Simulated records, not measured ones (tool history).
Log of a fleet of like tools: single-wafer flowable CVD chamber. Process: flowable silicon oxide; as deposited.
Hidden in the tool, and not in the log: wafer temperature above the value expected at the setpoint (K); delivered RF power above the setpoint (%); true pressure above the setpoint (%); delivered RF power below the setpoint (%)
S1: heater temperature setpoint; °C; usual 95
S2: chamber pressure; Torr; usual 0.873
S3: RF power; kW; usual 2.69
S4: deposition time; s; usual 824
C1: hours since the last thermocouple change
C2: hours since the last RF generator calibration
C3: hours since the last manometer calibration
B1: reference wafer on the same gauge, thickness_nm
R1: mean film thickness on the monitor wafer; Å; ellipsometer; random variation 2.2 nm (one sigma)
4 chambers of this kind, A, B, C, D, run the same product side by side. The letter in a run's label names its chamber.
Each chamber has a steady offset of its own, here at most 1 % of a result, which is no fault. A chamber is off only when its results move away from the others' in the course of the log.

{"run": "1D", "hour": 7.6, "S1": 95, "S2": 0.873, "S3": 2.69, "S4": 824, "C1": 869.4, "C2": 1628, "C3": 1141, "B1": 792.03, "R1": 6928.2}
{"run": "2A", "hour": 12.3, "S1": 95, "S2": 0.873, "S3": 2.69, "S4": 824, "C1": 84, "C2": 433.1, "C3": 205.2, "B1": 790.61, "R1": 6938.7}
{"run": "3C", "hour": 21.1, "S1": 95, "S2": 0.873, "S3": 2.69, "S4": 824, "C1": 223.5, "C2": 2429.7, "C3": 764.7, "B1": 791.4, "R1": 6885.8}
{"run": "4B", "hour": 26.6, "S1": 95, "S2": 0.873, "S3": 2.69, "S4": 824, "C1": 334.2, "C2": 888.6, "C3": 957.6, "B1": 790.88, "R1": 6973}
{"run": "5A", "hour": 31.9, "S1": 95, "S2": 0.873, "S3": 2.69, "S4": 824, "C1": 103.6, "C2": 452.7, "C3": 224.8, "B1": 791.44, "R1": 6928.3}
{"run": "6C", "hour": 40.5, "S1": 95, "S2": 0.711, "S3": 2.69, "S4": 964, "C1": 242.9, "C2": 2449.1, "C3": 784.1, "B1": 791.19, "R1": 6238.9}
{"run": "7B", "hour": 45.9, "S1": 95, "S2": 0.711, "S3": 2.69, "S4": 964, "C1": 353.5, "C2": 907.9, "C3": 976.9, "B1": 791.56, "R1": 6177.6}
{"hour": 49.9, "done": "chamber C: RF generator calibrated"}
{"run": "8D", "hour": 54.1, "S1": 95, "S2": 0.711, "S3": 2.69, "S4": 964, "C1": 915.9, "C2": 1674.5, "C3": 1187.5, "B1": 791.11, "R1": 6113.9}
{"run": "9D", "hour": 59.7, "S1": 95, "S2": 0.711, "S3": 2.69, "S4": 964, "C1": 921.5, "C2": 1680.1, "C3": 1193.1, "B1": 791.45, "R1": 6168}
{"run": "10C", "hour": 68.6, "S1": 95, "S2": 0.873, "S3": 2.69, "S4": 824, "C1": 271, "C2": 18.7, "C3": 812.2, "B1": 791.58, "R1": 6934.4}
{"run": "11B", "hour": 76.2, "S1": 95, "S2": 0.873, "S3": 2.69, "S4": 824, "C1": 383.8, "C2": 938.2, "C3": 1007.2, "B1": 791.16, "R1": 6973.9}
{"run": "12A", "hour": 83.7, "S1": 95, "S2": 0.873, "S3": 3.165, "S4": 824, "C1": 155.4, "C2": 504.5, "C3": 276.6, "B1": 791.31, "R1": 7038.9}
{"run": "13A", "hour": 89.0, "S1": 95, "S2": 0.873, "S3": 3.165, "S4": 824, "C1": 160.7, "C2": 509.8, "C3": 281.9, "B1": 791.42, "R1": 7068.7}
{"run": "14D", "hour": 96.8, "S1": 95, "S2": 0.873, "S3": 3.165, "S4": 824, "C1": 958.6, "C2": 1717.2, "C3": 1230.2, "B1": 791.02, "R1": 7029.3}
{"run": "15B", "hour": 104.2, "S1": 95, "S2": 0.873, "S3": 3.165, "S4": 824, "C1": 411.8, "C2": 966.2, "C3": 1035.2, "B1": 791.55, "R1": 7108.8}
{"run": "16C", "hour": 112.3, "S1": 95, "S2": 0.873, "S3": 2.69, "S4": 824, "C1": 314.7, "C2": 62.4, "C3": 855.9, "B1": 791.11, "R1": 6909.5}
{"run": "17B", "hour": 117.3, "S1": 95, "S2": 0.873, "S3": 2.69, "S4": 824, "C1": 424.9, "C2": 979.3, "C3": 1048.3, "B1": 790.8, "R1": 6967.9}
{"run": "18C", "hour": 122.3, "S1": 95, "S2": 0.873, "S3": 2.69, "S4": 824, "C1": 324.7, "C2": 72.4, "C3": 865.9, "B1": 791.26, "R1": 6910.9}
{"run": "19D", "hour": 129.3, "S1": 95, "S2": 0.873, "S3": 2.69, "S4": 824, "C1": 991.1, "C2": 1749.7, "C3": 1262.7, "B1": 791.39, "R1": 6923.2}
{"run": "20A", "hour": 138.4, "S1": 95, "S2": 0.873, "S3": 2.69, "S4": 824, "C1": 210.1, "C2": 559.2, "C3": 331.3, "B1": 790.28, "R1": 6953.1}
{"run": "21A", "hour": 146.4, "S1": 95, "S2": 0.873, "S3": 2.69, "S4": 824, "C1": 218.1, "C2": 567.2, "C3": 339.3, "B1": 790.87, "R1": 6929.7}
{"run": "22B", "hour": 154.5, "S1": 102, "S2": 0.697, "S3": 2.69, "S4": 824, "C1": 462.1, "C2": 1016.5, "C3": 1085.5, "B1": 791.4, "R1": 4077.7}
{"run": "23C", "hour": 162.4, "S1": 102, "S2": 0.697, "S3": 2.69, "S4": 824, "C1": 364.8, "C2": 112.5, "C3": 906, "B1": 791.38, "R1": 4130.9}
{"hour": 164.2, "done": "chamber D: thermocouple changed; heater temperature recalibrated"}
{"run": "24D", "hour": 168.8, "S1": 102, "S2": 0.697, "S3": 2.69, "S4": 824, "C1": 4.7, "C2": 1789.2, "C3": 1302.2, "B1": 791.36, "R1": 3946.3}
{"run": "25B", "hour": 174.1, "S1": 102, "S2": 0.697, "S3": 2.69, "S4": 824, "C1": 481.7, "C2": 1036.1, "C3": 1105.1, "B1": 791.22, "R1": 4050.8}
{"run": "26A", "hour": 181.1, "S1": 95, "S2": 0.792, "S3": 2.69, "S4": 824, "C1": 252.8, "C2": 601.9, "C3": 374, "B1": 791.42, "R1": 6134.5}
{"run": "27D", "hour": 189.3, "S1": 95, "S2": 0.792, "S3": 2.69, "S4": 824, "C1": 25.2, "C2": 1809.7, "C3": 1322.7, "B1": 791.62, "R1": 5943.3}
{"run": "28C", "hour": 197.4, "S1": 95, "S2": 0.792, "S3": 2.69, "S4": 824, "C1": 399.8, "C2": 147.5, "C3": 941, "B1": 790.78, "R1": 6095.8}
{"run": "29B", "hour": 201.9, "S1": 95, "S2": 0.792, "S3": 2.69, "S4": 824, "C1": 509.5, "C2": 1063.9, "C3": 1132.9, "B1": 791.4, "R1": 6131.9}
{"run": "30A", "hour": 208.6, "S1": 89, "S2": 0.873, "S3": 2.69, "S4": 745, "C1": 280.3, "C2": 629.4, "C3": 401.5, "B1": 791.37, "R1": 7628.9}
{"run": "31D", "hour": 215.5, "S1": 89, "S2": 0.873, "S3": 2.69, "S4": 745, "C1": 51.4, "C2": 1835.9, "C3": 1348.9, "B1": 791.17, "R1": 7407.9}
{"run": "32C", "hour": 220.7, "S1": 89, "S2": 0.873, "S3": 2.69, "S4": 745, "C1": 423.1, "C2": 170.8, "C3": 964.3, "B1": 791.08, "R1": 7576.1}
{"run": "33D", "hour": 227.0, "S1": 89, "S2": 0.873, "S3": 2.69, "S4": 745, "C1": 62.9, "C2": 1847.4, "C3": 1360.4, "B1": 790.72, "R1": 7397.9}
{"run": "34B", "hour": 236.1, "S1": 95, "S2": 0.873, "S3": 2.69, "S4": 824, "C1": 543.7, "C2": 1098.1, "C3": 1167.1, "B1": 790.7, "R1": 6960.9}
{"run": "35A", "hour": 243.2, "S1": 95, "S2": 0.873, "S3": 2.69, "S4": 824, "C1": 314.9, "C2": 664, "C3": 436.1, "B1": 790.36, "R1": 6974.3}
{"run": "36C", "hour": 251.3, "S1": 95, "S2": 0.873, "S3": 2.69, "S4": 824, "C1": 453.7, "C2": 201.4, "C3": 994.9, "B1": 791.8, "R1": 6923.7}
{"run": "37D", "hour": 255.6, "S1": 95, "S2": 0.873, "S3": 2.69, "S4": 824, "C1": 91.5, "C2": 1876, "C3": 1389, "B1": 790.76, "R1": 6735.8}
{"run": "38C", "hour": 261.8, "S1": 95, "S2": 0.873, "S3": 2.69, "S4": 824, "C1": 464.2, "C2": 211.9, "C3": 1005.4, "B1": 790.96, "R1": 6914.3}
{"run": "39A", "hour": 267.0, "S1": 95, "S2": 0.873, "S3": 2.69, "S4": 824, "C1": 338.7, "C2": 687.8, "C3": 459.9, "B1": 791.54, "R1": 6943.6}

Next, every chamber runs the same settings. What will each give?
{"run": "40A", "hour": 273.9, "S1": 95, "S2": 0.873, "S3": 2.935, "S4": 824, "R1": "?"}
{"run": "40B", "hour": 273.9, "S1": 95, "S2": 0.873, "S3": 2.935, "S4": 824, "R1": "?"}
{"run": "40C", "hour": 273.9, "S1": 95, "S2": 0.873, "S3": 2.935, "S4": 824, "R1": "?"}
{"run": "40D", "hour": 273.9, "S1": 95, "S2": 0.873, "S3": 2.935, "S4": 824, "R1": "?"}

run=40A R1=6972.6
run=40B R1=7052.3
run=40C R1=6962.1
run=40D R1=6736.8
